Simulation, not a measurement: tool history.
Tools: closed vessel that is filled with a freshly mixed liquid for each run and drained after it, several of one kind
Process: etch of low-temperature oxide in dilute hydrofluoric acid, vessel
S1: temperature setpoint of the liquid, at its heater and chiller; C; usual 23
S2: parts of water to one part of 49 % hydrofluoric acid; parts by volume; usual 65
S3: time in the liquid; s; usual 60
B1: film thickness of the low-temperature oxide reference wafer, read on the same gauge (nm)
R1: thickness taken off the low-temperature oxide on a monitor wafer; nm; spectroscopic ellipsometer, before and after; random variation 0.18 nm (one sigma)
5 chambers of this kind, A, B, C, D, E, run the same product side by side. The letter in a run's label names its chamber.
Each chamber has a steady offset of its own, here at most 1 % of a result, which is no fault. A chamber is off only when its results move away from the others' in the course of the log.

run	hour	S1	S2	S3	B1	R1
1C	9.3	23	65	60	149.98	22.143
2B	17.1	23	65	60	149.99	22.756
3A	27.6	23	65	60	149.99	22.247
4D	33.7	23	65	60	149.99	22.709
5E	39.2	23	80	60	149.99	18.286
6C	46.7	23	80	60	149.97	17.653
# hour 49.2: chamber B: hydrofluoric acid flow meter replaced
7E	57.8	23	80	60	150.04	17.889
8B	64.1	23	80	60	150.00	18.010
9D	74.4	23	80	60	150.01	17.821
10A	83.8	23	65	60	150.03	22.869
11D	93.4	23	65	30	150.02	11.300
12B	103.8	23	65	30	149.97	11.323
13C	113.4	23	65	30	149.99	11.340
14E	120.7	23	65	30	150.00	11.427
15A	127.5	23	65	30	149.98	11.187
16E	132.7	23	65	60	150.03	22.504
17C	143.0	23	65	60	149.99	22.273
18D	149.8	23	65	60	150.02	22.647
19B	160.2	23	65	60	149.99	22.611
20A	170.9	23	65	60	150.02	22.470
21E	179.2	23	65	60	150.01	22.306
22A	190.0	23	65	60	150.04	22.364
23B	196.0	25	90	60	149.97	17.472
# hour 201.7: chamber E: thermometer replaced
24D	202.1	25	90	60	150.00	17.147
25C	208.3	25	90	60	150.04	16.991
26C	218.1	25	90	60	150.01	17.052
27B	226.1	25	90	60	150.01	17.085
28A	233.0	23	65	60	150.01	22.555
29D	244.0	23	65	60	150.04	22.632
30E	253.1	23	65	60	150.01	22.516
31D	263.2	23	65	60	149.96	22.212

Next, every chamber runs the same settings. What will each give?
32A	271.4	23	75	60		?
32B	271.4	23	75	60		?
32C	271.4	23	75	60		?
32D	271.4	23	75	60		?
32E	271.4	23	75	60		?

run	R1
32A	19.267
32B	19.312
32C	19.150
32D	19.375
32E	18.973
